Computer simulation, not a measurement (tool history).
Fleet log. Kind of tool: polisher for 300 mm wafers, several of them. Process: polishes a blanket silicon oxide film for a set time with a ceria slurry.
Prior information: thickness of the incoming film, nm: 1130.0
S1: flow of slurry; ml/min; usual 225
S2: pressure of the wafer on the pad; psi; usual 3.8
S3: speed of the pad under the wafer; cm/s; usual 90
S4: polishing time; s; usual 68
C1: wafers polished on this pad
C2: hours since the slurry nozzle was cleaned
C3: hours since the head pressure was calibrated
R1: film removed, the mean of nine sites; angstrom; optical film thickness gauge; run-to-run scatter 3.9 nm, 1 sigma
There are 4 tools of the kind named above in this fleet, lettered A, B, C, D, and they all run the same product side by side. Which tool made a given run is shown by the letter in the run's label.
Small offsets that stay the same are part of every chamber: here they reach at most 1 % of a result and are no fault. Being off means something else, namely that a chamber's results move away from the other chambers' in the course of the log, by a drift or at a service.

Run 1B, hour 5.2: usual settings; C1 573; C2 663.3; C3 512.4. Result: R1 3745.5 angstrom.
Run 2D, hour 12.1: usual settings; C1 543; C2 387.1; C3 161.3. Result: R1 3687.8 angstrom.
At hour 13.3: chamber A: worn pad replaced by a new one.
At hour 16.5: chamber B: slurry nozzle cleaned.
Run 3A, hour 16.5: usual settings; C1 18; C2 411.3; C3 310.4. Result: R1 3697.0 angstrom.
Run 4C, hour 20.1: usual settings; C1 862; C2 72.3; C3 771.5. Result: R1 3689.2 angstrom.
Run 5C, hour 24.6: usual settings; C1 888; C2 76.8; C3 776.0. Result: R1 3744.9 angstrom.
Run 6D, hour 28.6: usual settings; C1 638; C2 403.6; C3 177.8. Result: R1 3705.0 angstrom.
Run 7B, hour 33.3: usual settings; C1 734; C2 16.8; C3 540.5. Result: R1 3712.0 angstrom.
At hour 34.3: chamber C: worn pad replaced by a new one.
Run 8A, hour 40.6: usual settings; C1 156; C2 435.4; C3 334.5. Result: R1 3752.1 angstrom.
Run 9B, hour 47.2: usual settings but S1 285 ml/min; C1 813; C2 30.7; C3 554.4. Result: R1 3834.4 angstrom.
Run 10C, hour 53.9: usual settings but S1 285 ml/min; C1 112; C2 106.1; C3 805.3. Result: R1 3817.0 angstrom.
Run 11D, hour 57.2: usual settings but S1 285 ml/min; C1 802; C2 432.2; C3 206.4. Result: R1 3905.3 angstrom.
At hour 61.3: chamber B: head pressure recalibrated.
Run 12A, hour 62.5: usual settings but S1 285 ml/min; C1 282; C2 457.3; C3 356.4. Result: R1 3787.9 angstrom.
Run 13B, hour 65.8: usual settings; C1 920; C2 49.3; C3 4.6. Result: R1 3713.7 angstrom.
Run 14C, hour 69.8: usual settings; C1 203; C2 122.0; C3 821.2. Result: R1 3753.1 angstrom.
Run 15D, hour 75.1: usual settings; C1 905; C2 450.1; C3 224.3. Result: R1 3741.0 angstrom.
Run 16A, hour 81.4: usual settings; C1 390; C2 476.2; C3 375.3. Result: R1 3690.6 angstrom.
At hour 86.6: chamber D: worn pad replaced by a new one.
Run 17B, hour 87.0: usual settings; C1 1042; C2 70.5; C3 25.8. Result: R1 3670.9 angstrom.
Run 18D, hour 90.6: usual settings; C1 23; C2 465.6; C3 239.8. Result: R1 3667.4 angstrom.
Run 19C, hour 95.9: usual settings; C1 353; C2 148.1; C3 847.3. Result: R1 3678.8 angstrom.
Run 20A, hour 101.1: usual settings; C1 503; C2 495.9; C3 395.0. Result: R1 3728.5 angstrom.
Run 21B, hour 107.4: usual settings; C1 1159; C2 90.9; C3 46.2. Result: R1 3694.2 angstrom.
Run 22A, hour 111.2: usual settings; C1 561; C2 506.0; C3 405.1. Result: R1 3668.6 angstrom.
Run 23D, hour 114.7: usual settings; C1 161; C2 489.7; C3 263.9. Result: R1 3737.7 angstrom.
Run 24C, hour 121.3: usual settings; C1 498; C2 173.5; C3 872.7. Result: R1 3657.7 angstrom.
Run 25C, hour 125.3: usual settings; C1 521; C2 177.5; C3 876.7. Result: R1 3599.2 angstrom.
Run 26D, hour 132.4: usual settings; C1 263; C2 507.4; C3 281.6. Result: R1 3736.2 angstrom.
Run 27A, hour 138.4: usual settings but S2 4.3 psi; C1 717; C2 533.2; C3 432.3. Result: R1 4207.0 angstrom.
Run 28B, hour 143.2: usual settings but S2 4.3 psi; C1 1364; C2 126.7; C3 82.0. Result: R1 4227.3 angstrom.
Run 29A, hour 148.6: usual settings but S2 4.3 psi; C1 775; C2 543.4; C3 442.5. Result: R1 4136.6 angstrom.
At hour 150.8: chamber B: worn pad replaced by a new one.
Run 30C, hour 155.0: usual settings but S2 4.3 psi; C1 692; C2 207.2; C3 906.4. Result: R1 4196.9 angstrom.
Run 31B, hour 159.9: usual settings; C1 52; C2 143.4; C3 98.7. Result: R1 3701.5 angstrom.
Run 32D, hour 164.6: usual settings; C1 447; C2 539.6; C3 313.8. Result: R1 3731.2 angstrom.
Run 33C, hour 168.4: usual settings; C1 768; C2 220.6; C3 919.8. Result: R1 3721.9 angstrom.
Run 34A, hour 174.0: usual settings; C1 921; C2 568.8; C3 467.9. Result: R1 3698.0 angstrom.
Run 35B, hour 180.1: usual settings; C1 168; C2 163.6; C3 118.9. Result: R1 3662.8 angstrom.
Run 36D, hour 183.7: usual settings; C1 557; C2 558.7; C3 332.9. Result: R1 3760.5 angstrom.
Run 37A, hour 190.5: usual settings; C1 1015; C2 585.3; C3 484.4. Result: R1 3764.6 angstrom.
Run 38D, hour 195.5: usual settings; C1 624; C2 570.5; C3 344.7. Result: R1 3808.3 angstrom.
Run 39C, hour 200.5: usual settings; C1 952; C2 252.7; C3 951.9. Result: R1 3622.1 angstrom.
Run 40B, hour 203.7: usual settings; C1 303; C2 187.2; C3 142.5. Result: R1 3797.0 angstrom.

Next, every chamber runs the same settings. What will each give?
Run 41A, hour 209.0: usual settings but S4 46 s. Result: R1 ?.
Run 41B, hour 209.0: usual settings but S4 46 s. Result: R1 ?.
Run 41C, hour 209.0: usual settings but S4 46 s. Result: R1 ?.
Run 41D, hour 209.0: usual settings but S4 46 s. Result: R1 ?.

run      R1
41A  2526.8
41B  2501.9
41C  2490.4
41D  2522.2
